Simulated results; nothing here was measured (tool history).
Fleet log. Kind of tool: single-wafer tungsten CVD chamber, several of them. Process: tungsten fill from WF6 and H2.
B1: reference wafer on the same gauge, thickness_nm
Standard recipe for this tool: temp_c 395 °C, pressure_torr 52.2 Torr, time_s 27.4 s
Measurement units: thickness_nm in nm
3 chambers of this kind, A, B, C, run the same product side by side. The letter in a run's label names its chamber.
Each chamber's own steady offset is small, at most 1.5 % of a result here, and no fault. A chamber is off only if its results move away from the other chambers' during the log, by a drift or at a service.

{"run": "1A", "hour": 5.8, "temp_c": 395, "pressure_torr": 52.2, "time_s": 27.4, "B1": 110.3, "thickness_nm": 94.362}
{"run": "2C", "hour": 10.7, "temp_c": 395, "pressure_torr": 52.2, "time_s": 27.4, "B1": 110.33, "thickness_nm": 94.442}
{"run": "3B", "hour": 15.2, "temp_c": 395, "pressure_torr": 52.2, "time_s": 27.4, "B1": 110.2, "thickness_nm": 92.269}
{"run": "4A", "hour": 19.4, "temp_c": 395, "pressure_torr": 52.2, "time_s": 27.4, "B1": 110.28, "thickness_nm": 94.101}
{"run": "5C", "hour": 23.8, "temp_c": 395, "pressure_torr": 52.2, "time_s": 27.4, "B1": 110.26, "thickness_nm": 92.729}
{"run": "6B", "hour": 27.5, "temp_c": 395, "pressure_torr": 52.2, "time_s": 27.4, "B1": 110.33, "thickness_nm": 92.809}
{"run": "7B", "hour": 31.6, "temp_c": 395, "pressure_torr": 52.2, "time_s": 23.4, "B1": 110.26, "thickness_nm": 79.131}
{"run": "8A", "hour": 37.6, "temp_c": 395, "pressure_torr": 52.2, "time_s": 23.4, "B1": 110.39, "thickness_nm": 80.94}
{"run": "9C", "hour": 41.8, "temp_c": 395, "pressure_torr": 52.2, "time_s": 23.4, "B1": 110.36, "thickness_nm": 80.139}
{"run": "10C", "hour": 46.8, "temp_c": 395, "pressure_torr": 62.2, "time_s": 23.6, "B1": 110.21, "thickness_nm": 86.914}
{"run": "11B", "hour": 50.8, "temp_c": 395, "pressure_torr": 62.2, "time_s": 23.6, "B1": 110.31, "thickness_nm": 86.472}
{"run": "12A", "hour": 56.5, "temp_c": 395, "pressure_torr": 62.2, "time_s": 23.6, "B1": 110.36, "thickness_nm": 88.885}
{"run": "13B", "hour": 60.4, "temp_c": 395, "pressure_torr": 52.2, "time_s": 27.4, "B1": 110.28, "thickness_nm": 92.879}
{"run": "14A", "hour": 64.5, "temp_c": 395, "pressure_torr": 57.4, "time_s": 27.4, "B1": 110.46, "thickness_nm": 99.999}
{"run": "15C", "hour": 67.9, "temp_c": 395, "pressure_torr": 57.4, "time_s": 27.4, "B1": 110.25, "thickness_nm": 97.173}
{"run": "16B", "hour": 71.9, "temp_c": 395, "pressure_torr": 57.4, "time_s": 27.4, "B1": 110.19, "thickness_nm": 96.295}
{"run": "17C", "hour": 76.1, "temp_c": 395, "pressure_torr": 52.2, "time_s": 27.4, "B1": 110.25, "thickness_nm": 92.854}
{"run": "18A", "hour": 80.0, "temp_c": 407, "pressure_torr": 52.2, "time_s": 23.2, "B1": 110.29, "thickness_nm": 100.59}
{"run": "19B", "hour": 83.8, "temp_c": 407, "pressure_torr": 52.2, "time_s": 23.2, "B1": 110.41, "thickness_nm": 97.541}
{"run": "20C", "hour": 90.1, "temp_c": 407, "pressure_torr": 52.2, "time_s": 23.2, "B1": 110.18, "thickness_nm": 98.517}
{"run": "21A", "hour": 95.8, "temp_c": 404, "pressure_torr": 57.2, "time_s": 27.4, "B1": 110.17, "thickness_nm": 118.44}
{"run": "22A", "hour": 102.2, "temp_c": 404, "pressure_torr": 57.2, "time_s": 27.4, "B1": 110.44, "thickness_nm": 119.19}
{"run": "23C", "hour": 107.8, "temp_c": 404, "pressure_torr": 57.2, "time_s": 27.4, "B1": 110.32, "thickness_nm": 115.05}

The same settings go to every chamber for the next run, one line per chamber below. Forecast the results for each:
{"run": "24A", "hour": 112.4, "temp_c": 386, "pressure_torr": 52.2, "time_s": 27.4, "thickness_nm": "?"}
{"run": "24B", "hour": 112.4, "temp_c": 386, "pressure_torr": 52.2, "time_s": 27.4, "thickness_nm": "?"}
{"run": "24C", "hour": 112.4, "temp_c": 386, "pressure_torr": 52.2, "time_s": 27.4, "thickness_nm": "?"}

run=24A thickness_nm=82.660
run=24B thickness_nm=78.149
run=24C thickness_nm=78.721

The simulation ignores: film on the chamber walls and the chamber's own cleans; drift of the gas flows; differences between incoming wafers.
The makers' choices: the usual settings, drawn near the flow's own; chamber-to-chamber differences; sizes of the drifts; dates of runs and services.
